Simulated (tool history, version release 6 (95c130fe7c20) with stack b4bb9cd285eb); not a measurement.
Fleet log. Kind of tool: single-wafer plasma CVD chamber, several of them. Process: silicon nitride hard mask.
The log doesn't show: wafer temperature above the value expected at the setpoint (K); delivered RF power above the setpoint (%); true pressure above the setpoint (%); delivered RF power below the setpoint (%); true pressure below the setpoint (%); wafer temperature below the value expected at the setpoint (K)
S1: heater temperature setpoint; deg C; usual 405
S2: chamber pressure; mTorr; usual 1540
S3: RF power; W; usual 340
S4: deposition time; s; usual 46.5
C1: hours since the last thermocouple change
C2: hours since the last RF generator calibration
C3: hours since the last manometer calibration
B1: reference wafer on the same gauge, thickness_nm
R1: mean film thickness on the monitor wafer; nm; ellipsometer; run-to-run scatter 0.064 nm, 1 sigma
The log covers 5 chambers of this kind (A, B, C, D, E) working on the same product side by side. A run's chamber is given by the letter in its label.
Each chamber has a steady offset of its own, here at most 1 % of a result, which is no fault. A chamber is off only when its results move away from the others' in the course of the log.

run,day,S1,S2,S3,S4,C1,C2,C3,B1,R1
1B,0.162,405,1540,340,46.5,637.9,915.9,360.8,66.285,57.322
2D,0.462,405,1540,340,46.5,1085.2,777.4,1532.4,66.292,57.138
3E,0.662,405,1540,340,46.5,1670.1,598.9,601.8,66.293,57.801
4C,0.942,405,1540,340,46.5,1219.5,2123.2,337.6,66.247,57.463
5A,1.229,391,1340,340,46.5,140,1080.5,139.3,66.262,54.986
6C,1.492,391,1340,340,46.5,1232.7,2136.4,350.8,66.276,55.626
7A,1.688,391,1340,340,46.5,151,1091.5,150.3,66.219,54.886
8E,2.025,391,1340,340,46.5,1702.8,631.6,634.5,66.237,55.688
9D,2.308,391,1340,340,46.5,1129.5,821.7,1576.7,66.214,54.888
10B,2.638,405,1540,340,46.5,697.3,975.3,420.2,66.203,57.424
11A,2.983,405,1740,340,46.5,182.1,1122.6,181.4,66.185,58.884
12E,3.292,405,1740,340,46.5,1733.2,662,664.9,66.178,59.776
13D,3.629,405,1740,340,46.5,1161.2,853.4,1608.4,66.189,59.072
14B,3.821,405,1740,340,46.5,725.7,1003.7,448.6,66.143,59.188
15C,3.988,405,1740,340,46.5,1292.6,2196.3,410.7,66.168,59.408
16C,4.321,405,1540,340,46.5,1300.6,2204.3,418.7,66.135,57.288
17B,4.6,405,1540,340,46.5,744.4,1022.4,467.3,66.123,57.145
18E,4.942,405,1540,340,46.5,1772.8,701.6,704.5,66.124,57.616
19D,5.108,405,1540,340,46.5,1196.7,888.9,1643.9,66.106,56.903
20A,5.429,414,1540,340,55,240.8,1181.3,240.1,66.119,66.921
21D,5.6,414,1540,340,55,1208.5,900.7,1655.7,66.104,67.133
22B,5.875,414,1540,340,55,775,1053,497.9,66.091,67.384
23C,6.088,414,1540,340,55,1343,2246.7,461.1,66.085,67.541
24E,6.3,414,1540,340,55,1805.4,734.2,737.1,66.104,67.909
25A,6.6,405,1540,340,46.5,268.9,1209.4,268.2,66.056,56.66
26D,6.812,405,1540,340,46.5,1237.6,929.8,1684.8,66.037,56.844
27C,7.129,405,1540,340,46.5,1368,2271.7,486.1,66.04,57.268
28A,7.304,405,1540,340,46.5,285.8,1226.3,285.1,66.027,56.702
29B,7.683,405,1540,340,46.5,818.4,1096.4,541.3,66.025,57.14
30E,7.883,405,1540,340,46.5,1843.4,772.2,775.1,66.019,57.485
31B,8.192,405,1540,340,46.5,830.6,1108.6,553.5,65.998,57.155

Predict what each chamber gives when all 5 of them run the settings below next.
32A,8.462,405,1770,340,46.5,,,,,?
32B,8.462,405,1770,340,46.5,,,,,?
32C,8.462,405,1770,340,46.5,,,,,?
32D,8.462,405,1770,340,46.5,,,,,?
32E,8.462,405,1770,340,46.5,,,,,?

run,R1
32A,58.993
32B,59.33
32C,59.467
32D,59.083
32E,59.954
